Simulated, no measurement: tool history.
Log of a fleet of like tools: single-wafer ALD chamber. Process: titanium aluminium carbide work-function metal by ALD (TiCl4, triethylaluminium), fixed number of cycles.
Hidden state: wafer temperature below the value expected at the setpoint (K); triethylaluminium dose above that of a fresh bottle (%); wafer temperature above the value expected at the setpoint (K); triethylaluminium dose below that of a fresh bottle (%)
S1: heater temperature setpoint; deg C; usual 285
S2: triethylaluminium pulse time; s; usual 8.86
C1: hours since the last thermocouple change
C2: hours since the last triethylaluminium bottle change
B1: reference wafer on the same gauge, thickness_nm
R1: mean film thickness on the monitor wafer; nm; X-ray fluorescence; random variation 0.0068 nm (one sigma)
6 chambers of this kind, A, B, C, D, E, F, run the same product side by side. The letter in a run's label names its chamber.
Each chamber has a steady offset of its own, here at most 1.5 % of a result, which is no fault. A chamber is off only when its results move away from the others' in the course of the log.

run,hour,S1,S2,C1,C2,B1,R1
1C,11.4,285,8.86,688.8,312.5,1.8902,1.8403
2E,24.7,285,8.86,88,227.1,1.8914,1.8189
3F,34.9,285,8.86,666,503.4,1.8911,1.8288
4B,41.5,285,8.86,698.8,1558.3,1.8907,1.8404
5A,51.7,275,11.2,432.2,1927.4,1.8896,1.7844
# hour 54.5: chamber A: triethylaluminium bottle replaced
6D,63,275,11.2,2199.4,530.5,1.89,1.8115
# hour 65.2: chamber D: thermocouple changed; heater temperature recalibrated
7A,75.5,275,11.2,456,21,1.8911,1.8014
8D,87.9,275,11.2,22.7,555.4,1.89,1.7966
9E,94.4,275,11.2,157.7,296.8,1.8908,1.78
10B,105.9,275,11.2,763.2,1622.7,1.8886,1.7959
11F,119.8,285,8.86,750.9,588.3,1.8897,1.8348
12C,127.4,285,8.86,804.8,428.5,1.8893,1.8531
13C,139.7,292,8.86,817.1,440.8,1.8888,1.901
14F,153.8,292,8.86,784.9,622.3,1.8904,1.8896
15D,160.5,292,8.86,95.3,628,1.8905,1.9025
16A,170.2,292,8.86,550.7,115.7,1.8889,1.8986
17E,179,292,8.86,242.3,381.4,1.8906,1.883
18B,192.6,292,8.86,849.9,1709.4,1.8887,1.8964
19E,202.1,285,8.86,265.4,404.5,1.89,1.8107
20D,213.3,285,8.86,148.1,680.8,1.8903,1.8438
21A,226.4,285,8.86,606.9,171.9,1.8904,1.8261
22F,233.1,285,8.86,864.2,701.6,1.8917,1.8218
# hour 239.1: chamber B: triethylaluminium bottle replaced
23B,241.6,285,8.86,898.9,2.6,1.8899,1.831
24C,251.5,285,8.86,928.9,552.6,1.8905,1.8395
25E,258.4,285,8.86,321.7,460.8,1.8894,1.819
26D,266.6,285,10.77,201.4,734.1,1.8886,1.8765
27C,280.1,285,10.77,957.5,581.2,1.8898,1.8762
28F,294.3,285,10.77,925.4,762.8,1.89,1.8925
29A,307.5,285,10.77,688,253,1.8887,1.8749
30B,317.2,285,10.77,974.5,78.2,1.8891,1.8775
31D,325.5,285,10.77,260.3,793,1.8899,1.8753
32E,332.6,285,8.86,395.9,535,1.8895,1.8083
33C,346.9,285,8.86,1024.3,648,1.8909,1.8122
34B,354.1,285,8.86,1011.4,115.1,1.892,1.8372
35A,365.7,285,8.86,746.2,311.2,1.8915,1.829
36F,377.4,285,8.86,1008.5,845.9,1.8911,1.8453
37B,387.3,285,8.86,1044.6,148.3,1.8908,1.8357
38E,395.8,271,6.76,459.1,598.2,1.8903,1.6016
39C,402.8,271,6.76,1080.2,703.9,1.8895,1.565
40D,414.8,271,6.76,349.6,882.3,1.8915,1.6311
41F,425.9,271,6.76,1057,894.4,1.8897,1.6149
42A,435.2,271,6.76,815.7,380.7,1.8902,1.6257
43E,442.9,271,6.76,506.2,645.3,1.8888,1.6134

Is one chamber off against the others, does the gauge drift, or is nothing wrong? If a chamber is off, say which, and what the likeliest cause is.

Chamber C drifts away from the others.
Cause: triethylaluminium dose below that of a fresh bottle (%) = 18.5.

Here are 4 candidates for chamber C's next run, each the usual settings with a change, their results left as question marks. Which one brings its results back in line with what the others give on the usual settings?
In line means no further than this from the other chambers' mean on the usual settings: R1 0.024 nm
44C-1,453.2,283,8.19,,,,?
44C-2,453.2,287,9.53,,,,?
44C-3,453.2,273,8.86,,,,?
44C-4,453.2,285,11.81,,,,?

The other chambers' mean on the usual settings: R1 1.8293 nm
run,R1
44C-1,1.7332
44C-2,1.828
44C-3,1.6843
44C-4,1.8747
44C-2 brings the chamber back in line.
